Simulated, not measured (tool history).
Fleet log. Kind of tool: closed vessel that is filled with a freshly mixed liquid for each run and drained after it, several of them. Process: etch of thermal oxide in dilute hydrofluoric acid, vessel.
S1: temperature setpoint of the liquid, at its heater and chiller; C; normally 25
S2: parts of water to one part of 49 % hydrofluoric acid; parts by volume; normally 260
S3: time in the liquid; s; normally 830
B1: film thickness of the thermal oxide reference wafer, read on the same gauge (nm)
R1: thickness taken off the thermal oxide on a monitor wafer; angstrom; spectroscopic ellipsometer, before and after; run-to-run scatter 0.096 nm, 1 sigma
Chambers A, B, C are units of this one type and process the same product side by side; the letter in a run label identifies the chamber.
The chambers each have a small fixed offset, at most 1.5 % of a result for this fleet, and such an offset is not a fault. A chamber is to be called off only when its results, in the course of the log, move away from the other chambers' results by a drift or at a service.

{"day": 0.304, "done": "chamber A: hydrofluoric acid flow meter replaced"}
{"run": "1C", "day": 0.383, "S1": 25, "S2": 260, "S3": 830, "B1": 59.973, "R1": 125.53}
{"run": "2B", "day": 0.904, "S1": 25, "S2": 260, "S3": 830, "B1": 60.007, "R1": 126.58}
{"day": 1.0, "done": "chamber B: hydrofluoric acid flow meter replaced"}
{"run": "3A", "day": 1.233, "S1": 25, "S2": 260, "S3": 830, "B1": 60.019, "R1": 124.28}
{"run": "4A", "day": 1.729, "S1": 25, "S2": 260, "S3": 830, "B1": 60.02, "R1": 125.53}
{"run": "5B", "day": 2.021, "S1": 25, "S2": 260, "S3": 830, "B1": 60.0, "R1": 126.2}
{"run": "6C", "day": 2.267, "S1": 25, "S2": 260, "S3": 830, "B1": 60.01, "R1": 124.5}
{"run": "7B", "day": 2.708, "S1": 25, "S2": 260, "S3": 830, "B1": 60.005, "R1": 127.62}
{"run": "8A", "day": 2.996, "S1": 25, "S2": 260, "S3": 830, "B1": 60.016, "R1": 125.87}
{"run": "9C", "day": 3.425, "S1": 25, "S2": 260, "S3": 830, "B1": 60.005, "R1": 125.72}
{"run": "10A", "day": 3.908, "S1": 25, "S2": 260, "S3": 830, "B1": 60.016, "R1": 124.41}
{"run": "11B", "day": 4.142, "S1": 25, "S2": 200, "S3": 830, "B1": 59.994, "R1": 175.98}
{"run": "12C", "day": 4.554, "S1": 25, "S2": 200, "S3": 830, "B1": 59.999, "R1": 169.45}
{"run": "13A", "day": 4.788, "S1": 25, "S2": 200, "S3": 830, "B1": 60.017, "R1": 176.52}
{"run": "14C", "day": 5.262, "S1": 25, "S2": 260, "S3": 830, "B1": 60.001, "R1": 124.42}
{"run": "15B", "day": 5.792, "S1": 25, "S2": 260, "S3": 830, "B1": 59.968, "R1": 129.87}
{"run": "16B", "day": 6.025, "S1": 25, "S2": 260, "S3": 830, "B1": 59.989, "R1": 129.61}
{"run": "17C", "day": 6.479, "S1": 25, "S2": 260, "S3": 1270, "B1": 60.006, "R1": 188.74}
{"run": "18A", "day": 6.946, "S1": 25, "S2": 260, "S3": 1270, "B1": 59.993, "R1": 194.12}
{"run": "19A", "day": 7.296, "S1": 25, "S2": 260, "S3": 1270, "B1": 59.989, "R1": 194.3}
{"run": "20B", "day": 7.738, "S1": 25, "S2": 260, "S3": 830, "B1": 60.004, "R1": 132.34}
{"run": "21C", "day": 8.2, "S1": 25, "S2": 260, "S3": 830, "B1": 59.989, "R1": 124.95}
{"run": "22A", "day": 8.592, "S1": 25, "S2": 260, "S3": 830, "B1": 59.99, "R1": 126.24}
{"run": "23B", "day": 9.029, "S1": 25, "S2": 260, "S3": 830, "B1": 60.005, "R1": 132.49}
{"run": "24C", "day": 9.367, "S1": 25, "S2": 260, "S3": 830, "B1": 60.023, "R1": 125.12}
{"run": "25C", "day": 9.892, "S1": 25, "S2": 260, "S3": 830, "B1": 59.993, "R1": 124.49}

Next, every chamber runs the same settings. What will each give?
{"run": "26A", "day": 10.271, "S1": 25, "S2": 260, "S3": 830, "R1": "?"}
{"run": "26B", "day": 10.271, "S1": 25, "S2": 260, "S3": 830, "R1": "?"}
{"run": "26C", "day": 10.271, "S1": 25, "S2": 260, "S3": 830, "R1": "?"}

run=26A R1=128.01
run=26B R1=133.58
run=26C R1=124.14
